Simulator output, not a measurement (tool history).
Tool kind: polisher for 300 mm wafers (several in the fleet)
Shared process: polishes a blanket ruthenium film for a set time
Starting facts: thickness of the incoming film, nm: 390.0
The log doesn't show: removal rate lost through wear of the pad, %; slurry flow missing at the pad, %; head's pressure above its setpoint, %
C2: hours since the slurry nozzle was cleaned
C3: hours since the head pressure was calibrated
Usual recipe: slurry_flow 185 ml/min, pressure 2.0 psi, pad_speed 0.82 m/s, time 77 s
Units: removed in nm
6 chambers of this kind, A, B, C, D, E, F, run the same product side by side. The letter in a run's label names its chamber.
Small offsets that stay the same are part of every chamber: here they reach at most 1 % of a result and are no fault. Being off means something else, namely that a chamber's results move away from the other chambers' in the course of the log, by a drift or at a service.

{"day": 0.242, "done": "chamber C: worn pad replaced by a new one"}
{"run": "1A", "day": 0.496, "slurry_flow": 185, "pressure": 2.0, "pad_speed": 0.82, "time": 77, "wafers polished on this pad": 867, "C2": 405.6, "C3": 633.7, "removed": 76.33}
{"day": 0.558, "done": "chamber E: head pressure recalibrated"}
{"day": 0.742, "done": "chamber D: slurry nozzle cleaned"}
{"run": "2C", "day": 0.767, "slurry_flow": 185, "pressure": 2.0, "pad_speed": 0.82, "time": 77, "wafers polished on this pad": 85, "C2": 317.0, "C3": 165.4, "removed": 75.663}
{"day": 0.996, "done": "chamber A: worn pad replaced by a new one"}
{"run": "3D", "day": 1.175, "slurry_flow": 185, "pressure": 2.0, "pad_speed": 0.82, "time": 77, "wafers polished on this pad": 235, "C2": 10.4, "C3": 83.9, "removed": 75.391}
{"day": 1.375, "done": "chamber F: worn pad replaced by a new one"}
{"run": "4F", "day": 1.446, "slurry_flow": 185, "pressure": 2.0, "pad_speed": 0.82, "time": 77, "wafers polished on this pad": 12, "C2": 377.4, "C3": 512.1, "removed": 75.184}
{"run": "5B", "day": 1.804, "slurry_flow": 245, "pressure": 1.8, "pad_speed": 0.82, "time": 77, "wafers polished on this pad": 772, "C2": 410.5, "C3": 647.9, "removed": 71.398}
{"run": "6E", "day": 2.229, "slurry_flow": 245, "pressure": 1.8, "pad_speed": 0.82, "time": 77, "wafers polished on this pad": 735, "C2": 320.2, "C3": 40.2, "removed": 71.508}
{"run": "7C", "day": 2.608, "slurry_flow": 245, "pressure": 1.8, "pad_speed": 0.82, "time": 77, "wafers polished on this pad": 382, "C2": 361.2, "C3": 209.6, "removed": 71.27}
{"day": 2.675, "done": "chamber E: worn pad replaced by a new one"}
{"run": "8F", "day": 2.942, "slurry_flow": 245, "pressure": 1.8, "pad_speed": 0.82, "time": 77, "wafers polished on this pad": 253, "C2": 413.3, "C3": 548.0, "removed": 71.281}
{"day": 3.183, "done": "chamber A: head pressure recalibrated"}
{"run": "9A", "day": 3.442, "slurry_flow": 245, "pressure": 1.8, "pad_speed": 0.82, "time": 77, "wafers polished on this pad": 395, "C2": 476.3, "C3": 6.2, "removed": 71.02}
{"run": "10E", "day": 3.817, "slurry_flow": 245, "pressure": 1.8, "pad_speed": 0.82, "time": 77, "wafers polished on this pad": 184, "C2": 358.3, "C3": 78.3, "removed": 71.473}
{"run": "11B", "day": 4.183, "slurry_flow": 185, "pressure": 2.0, "pad_speed": 0.82, "time": 77, "wafers polished on this pad": 1156, "C2": 467.6, "C3": 705.0, "removed": 75.08}
{"day": 4.475, "done": "chamber C: worn pad replaced by a new one"}
{"run": "12D", "day": 4.525, "slurry_flow": 185, "pressure": 2.3, "pad_speed": 0.82, "time": 91, "wafers polished on this pad": 776, "C2": 90.8, "C3": 164.3, "removed": 104.29}
{"run": "13B", "day": 4.962, "slurry_flow": 185, "pressure": 2.3, "pad_speed": 0.82, "time": 91, "wafers polished on this pad": 1282, "C2": 486.3, "C3": 723.7, "removed": 101.46}
{"run": "14F", "day": 5.379, "slurry_flow": 185, "pressure": 2.3, "pad_speed": 0.82, "time": 91, "wafers polished on this pad": 647, "C2": 471.8, "C3": 606.5, "removed": 102.46}
{"run": "15E", "day": 5.842, "slurry_flow": 185, "pressure": 2.3, "pad_speed": 0.82, "time": 91, "wafers polished on this pad": 511, "C2": 406.9, "C3": 126.9, "removed": 104.4}
{"run": "16A", "day": 6.333, "slurry_flow": 185, "pressure": 2.3, "pad_speed": 0.82, "time": 91, "wafers polished on this pad": 862, "C2": 545.7, "C3": 75.6, "removed": 105.71}
{"day": 6.496, "done": "chamber B: worn pad replaced by a new one"}
{"run": "17D", "day": 6.721, "slurry_flow": 185, "pressure": 2.3, "pad_speed": 0.82, "time": 91, "wafers polished on this pad": 1131, "C2": 143.5, "C3": 217.0, "removed": 103.52}
{"day": 6.808, "done": "chamber D: worn pad replaced by a new one"}
{"run": "18C", "day": 7.104, "slurry_flow": 185, "pressure": 2.0, "pad_speed": 0.82, "time": 77, "wafers polished on this pad": 425, "C2": 469.1, "C3": 317.5, "removed": 75.688}
{"run": "19B", "day": 7.454, "slurry_flow": 185, "pressure": 1.8, "pad_speed": 0.82, "time": 77, "wafers polished on this pad": 155, "C2": 546.1, "C3": 783.5, "removed": 69.143}
{"day": 7.462, "done": "chamber A: worn pad replaced by a new one"}
{"day": 7.642, "done": "chamber E: worn pad replaced by a new one"}
{"run": "20F", "day": 7.704, "slurry_flow": 185, "pressure": 1.8, "pad_speed": 0.82, "time": 77, "wafers polished on this pad": 1022, "C2": 527.6, "C3": 662.3, "removed": 68.907}
{"run": "21C", "day": 7.925, "slurry_flow": 185, "pressure": 1.8, "pad_speed": 0.82, "time": 77, "wafers polished on this pad": 557, "C2": 488.8, "C3": 337.2, "removed": 68.328}
{"day": 8.012, "done": "chamber F: slurry nozzle cleaned"}
{"run": "22D", "day": 8.383, "slurry_flow": 185, "pressure": 1.8, "pad_speed": 0.82, "time": 77, "wafers polished on this pad": 254, "C2": 183.4, "C3": 256.9, "removed": 67.846}
{"day": 8.588, "done": "chamber C: slurry nozzle cleaned"}
{"run": "23E", "day": 8.871, "slurry_flow": 185, "pressure": 1.8, "pad_speed": 0.82, "time": 77, "wafers polished on this pad": 198, "C2": 479.6, "C3": 199.6, "removed": 67.599}
{"day": 9.05, "done": "chamber C: worn pad replaced by a new one"}
{"run": "24A", "day": 9.196, "slurry_flow": 185, "pressure": 1.8, "pad_speed": 0.82, "time": 77, "wafers polished on this pad": 280, "C2": 614.4, "C3": 144.3, "removed": 68.538}
{"run": "25F", "day": 9.433, "slurry_flow": 185, "pressure": 2.0, "pad_speed": 0.68, "time": 90, "wafers polished on this pad": 1301, "C2": 34.1, "C3": 703.8, "removed": 74.887}
{"day": 9.733, "done": "chamber F: worn pad replaced by a new one"}
{"run": "26C", "day": 9.788, "slurry_flow": 185, "pressure": 2.0, "pad_speed": 0.68, "time": 90, "wafers polished on this pad": 119, "C2": 28.8, "C3": 381.9, "removed": 75.1}
{"run": "27A", "day": 10.242, "slurry_flow": 185, "pressure": 2.0, "pad_speed": 0.68, "time": 90, "wafers polished on this pad": 449, "C2": 639.5, "C3": 169.4, "removed": 73.374}
{"day": 10.471, "done": "chamber B: slurry nozzle cleaned"}
{"run": "28B", "day": 10.729, "slurry_flow": 185, "pressure": 2.0, "pad_speed": 0.68, "time": 90, "wafers polished on this pad": 684, "C2": 6.2, "C3": 862.1, "removed": 74.009}
{"run": "29E", "day": 11.104, "slurry_flow": 185, "pressure": 2.0, "pad_speed": 0.68, "time": 90, "wafers polished on this pad": 559, "C2": 533.2, "C3": 253.2, "removed": 73.41}
{"run": "30D", "day": 11.408, "slurry_flow": 185, "pressure": 2.0, "pad_speed": 0.68, "time": 90, "wafers polished on this pad": 743, "C2": 256.0, "C3": 329.5, "removed": 72.123}
{"day": 11.467, "done": "chamber D: head pressure recalibrated"}
{"run": "31A", "day": 11.879, "slurry_flow": 135, "pressure": 2.0, "pad_speed": 0.82, "time": 77, "wafers polished on this pad": 713, "C2": 678.8, "C3": 208.7, "removed": 72.531}
{"run": "32E", "day": 12.354, "slurry_flow": 135, "pressure": 2.0, "pad_speed": 0.82, "time": 77, "wafers polished on this pad": 761, "C2": 563.2, "C3": 283.2, "removed": 72.572}
{"day": 12.604, "done": "chamber E: worn pad replaced by a new one"}
{"run": "33D", "day": 12.783, "slurry_flow": 135, "pressure": 2.0, "pad_speed": 0.82, "time": 77, "wafers polished on this pad": 965, "C2": 289.0, "C3": 31.7, "removed": 73.499}
{"day": 12.967, "done": "chamber C: worn pad replaced by a new one"}
{"run": "34C", "day": 13.033, "slurry_flow": 135, "pressure": 2.0, "pad_speed": 0.82, "time": 77, "wafers polished on this pad": 10, "C2": 106.7, "C3": 459.8, "removed": 71.737}
{"run": "35F", "day": 13.442, "slurry_flow": 135, "pressure": 2.0, "pad_speed": 0.82, "time": 77, "wafers polished on this pad": 599, "C2": 130.3, "C3": 800.0, "removed": 71.264}
{"run": "36B", "day": 13.796, "slurry_flow": 135, "pressure": 2.0, "pad_speed": 0.82, "time": 77, "wafers polished on this pad": 1179, "C2": 79.8, "C3": 935.7, "removed": 72.207}
{"run": "37E", "day": 14.188, "slurry_flow": 185, "pressure": 2.0, "pad_speed": 0.82, "time": 77, "wafers polished on this pad": 256, "C2": 607.2, "C3": 327.2, "removed": 75.725}

Each of the 6 chambers runs these same settings next. Fill in every chamber's results:
{"run": "38A", "day": 14.546, "slurry_flow": 150, "pressure": 2.0, "pad_speed": 0.82, "time": 77, "removed": "?"}
{"run": "38B", "day": 14.546, "slurry_flow": 150, "pressure": 2.0, "pad_speed": 0.82, "time": 77, "removed": "?"}
{"run": "38C", "day": 14.546, "slurry_flow": 150, "pressure": 2.0, "pad_speed": 0.82, "time": 77, "removed": "?"}
{"run": "38D", "day": 14.546, "slurry_flow": 150, "pressure": 2.0, "pad_speed": 0.82, "time": 77, "removed": "?"}
{"run": "38E", "day": 14.546, "slurry_flow": 150, "pressure": 2.0, "pad_speed": 0.82, "time": 77, "removed": "?"}
{"run": "38F", "day": 14.546, "slurry_flow": 150, "pressure": 2.0, "pad_speed": 0.82, "time": 77, "removed": "?"}

run=38A removed=74.707
run=38B removed=75.252
run=38C removed=74.746
run=38D removed=73.966
run=38E removed=73.581
run=38F removed=74.333

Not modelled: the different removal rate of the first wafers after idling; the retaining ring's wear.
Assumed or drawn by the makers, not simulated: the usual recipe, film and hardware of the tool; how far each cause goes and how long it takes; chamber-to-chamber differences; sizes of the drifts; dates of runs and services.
